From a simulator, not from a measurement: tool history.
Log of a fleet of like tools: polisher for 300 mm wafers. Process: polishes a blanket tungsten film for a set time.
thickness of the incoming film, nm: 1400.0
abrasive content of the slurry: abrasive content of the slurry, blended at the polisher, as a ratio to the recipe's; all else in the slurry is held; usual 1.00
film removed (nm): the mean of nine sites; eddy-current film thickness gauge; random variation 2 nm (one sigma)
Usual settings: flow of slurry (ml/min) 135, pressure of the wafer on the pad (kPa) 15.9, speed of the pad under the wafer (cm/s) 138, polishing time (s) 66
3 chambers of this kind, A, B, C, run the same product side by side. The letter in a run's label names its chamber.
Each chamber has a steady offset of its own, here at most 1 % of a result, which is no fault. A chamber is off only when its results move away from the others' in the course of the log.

| run | hour | flow of slurry (ml/min) | pressure of the wafer on the pad (kPa) | speed of the pad under the wafer (cm/s) | abrasive content of the slurry | polishing time (s) | film removed (nm) |
|---|---|---|---|---|---|---|---|
| 1C | 5.1 | 135 | 15.9 | 138 | 1.00 | 66 | 221.83 |
| 2A | 8.0 | 135 | 15.9 | 138 | 1.00 | 66 | 222.71 |
| 3B | 12.6 | 135 | 15.9 | 138 | 1.00 | 66 | 221.62 |
| 4A | 15.4 | 135 | 15.9 | 138 | 1.00 | 66 | 220.57 |
| 5B | 19.6 | 135 | 15.9 | 138 | 1.00 | 66 | 221.30 |
|  | 19.9 | chamber A: worn pad replaced by a new one |
| 6C | 23.8 | 135 | 15.9 | 138 | 1.00 | 66 | 223.93 |
| 7B | 27.3 | 135 | 15.9 | 138 | 1.00 | 66 | 222.53 |
|  | 28.1 | chamber A: slurry tank refilled with fresh slurry and peroxide |
| 8A | 30.5 | 115 | 15.9 | 138 | 1.15 | 66 | 219.46 |
|  | 33.8 | chamber C: worn pad replaced by a new one |
| 9C | 34.7 | 115 | 15.9 | 138 | 1.15 | 66 | 221.01 |
| 10A | 37.9 | 115 | 15.9 | 138 | 1.15 | 66 | 219.05 |
|  | 38.4 | chamber C: slurry tank refilled with fresh slurry and peroxide |
| 11B | 42.5 | 135 | 15.9 | 138 | 1.00 | 66 | 222.81 |
| 12C | 45.4 | 135 | 15.9 | 138 | 1.00 | 66 | 221.13 |
| 13A | 48.8 | 135 | 15.9 | 138 | 1.00 | 66 | 223.49 |
| 14C | 52.1 | 135 | 15.9 | 138 | 1.00 | 66 | 219.68 |
| 15B | 55.2 | 135 | 15.9 | 138 | 1.00 | 66 | 223.38 |
| 16A | 61.0 | 135 | 15.9 | 106 | 1.00 | 66 | 171.30 |
|  | 64.6 | chamber A: worn pad replaced by a new one |
|  | 65.4 | chamber A: slurry blender recalibrated |
| 17C | 66.3 | 135 | 15.9 | 106 | 1.00 | 66 | 171.88 |
|  | 68.5 | chamber B: worn pad replaced by a new one |
| 18B | 72.5 | 135 | 15.9 | 106 | 1.00 | 66 | 172.37 |
|  | 73.8 | chamber C: head pressure recalibrated |
| 19B | 76.5 | 135 | 15.9 | 138 | 1.00 | 66 | 221.60 |
|  | 77.8 | chamber C: slurry tank refilled with fresh slurry and peroxide |
|  | 79.4 | chamber A: slurry nozzle cleaned |
| 20A | 82.6 | 135 | 15.9 | 138 | 1.00 | 66 | 222.61 |
| 21C | 87.3 | 135 | 15.9 | 138 | 1.00 | 66 | 204.25 |
| 22B | 90.4 | 135 | 15.9 | 138 | 1.00 | 66 | 223.24 |
| 23A | 96.3 | 135 | 15.9 | 138 | 1.00 | 66 | 219.20 |
|  | 99.6 | chamber B: slurry nozzle cleaned |
| 24C | 101.4 | 135 | 15.9 | 138 | 0.90 | 83 | 254.81 |
| 25A | 106.7 | 135 | 15.9 | 138 | 0.90 | 83 | 270.84 |
| 26C | 110.4 | 135 | 15.9 | 138 | 0.90 | 83 | 251.98 |
|  | 111.3 | chamber A: worn pad replaced by a new one |
| 27B | 116.5 | 135 | 15.9 | 156 | 1.00 | 57 | 213.76 |
|  | 117.1 | chamber C: slurry tank refilled with fresh slurry and peroxide |
| 28A | 119.5 | 135 | 15.9 | 156 | 1.00 | 57 | 216.47 |
| 29C | 125.6 | 135 | 15.9 | 156 | 1.00 | 57 | 203.39 |
| 30B | 129.8 | 135 | 15.9 | 138 | 1.00 | 66 | 221.79 |
| 31A | 133.9 | 135 | 15.9 | 138 | 1.00 | 66 | 220.26 |
| 32C | 137.7 | 135 | 15.9 | 138 | 1.00 | 66 | 207.68 |
|  | 139.9 | chamber B: worn pad replaced by a new one |
| 33B | 143.7 | 135 | 15.9 | 138 | 1.00 | 66 | 221.65 |
| 34A | 149.3 | 135 | 15.9 | 138 | 1.00 | 66 | 216.97 |
|  | 150.5 | chamber A: worn pad replaced by a new one |
| 35B | 154.7 | 135 | 15.9 | 138 | 1.20 | 66 | 231.97 |
|  | 155.1 | chamber C: worn pad replaced by a new one |
|  | 156.9 | chamber B: slurry blender recalibrated |
| 36C | 158.3 | 135 | 15.9 | 138 | 1.20 | 66 | 215.67 |
|  | 162.2 | chamber C: slurry blender recalibrated |
| 37A | 162.7 | 135 | 15.9 | 138 | 1.20 | 66 | 230.85 |
|  | 164.4 | chamber C: slurry tank refilled with fresh slurry and peroxide |
| 38C | 167.3 | 135 | 15.9 | 138 | 1.00 | 66 | 204.03 |
| 39B | 171.4 | 155 | 15.9 | 138 | 1.00 | 66 | 223.06 |

Is one chamber off against the others, does the gauge drift, or is nothing wrong? If a chamber is off, say which, and what the likeliest cause is.

A service left chamber C off against the others.
Cause: head's pressure below its setpoint, % = 7.22.

Here are 4 candidates for chamber C's next run, each the usual settings with a change, their results left as question marks. Which one brings its results back in line with what the others give on the usual settings?
In line means no further than this from the other chambers' mean on the usual settings: film removed (nm) 6.90
| 40C-1 | 176.0 | 135 | 15.9 | 130 | 1.00 | 62 | ? |
| 40C-2 | 176.0 | 135 | 15.2 | 132 | 1.00 | 66 | ? |
| 40C-3 | 176.0 | 135 | 16.5 | 144 | 1.00 | 69 | ? |
| 40C-4 | 176.0 | 135 | 16.5 | 144 | 1.00 | 66 | ? |

The other chambers' mean on the usual settings: film removed (nm) 221.59
| run | film removed (nm) |
|---|---|
| 40C-1 | 181.70 |
| 40C-2 | 187.94 |
| 40C-3 | 233.23 |
| 40C-4 | 223.09 |
40C-4 brings the chamber back in line.
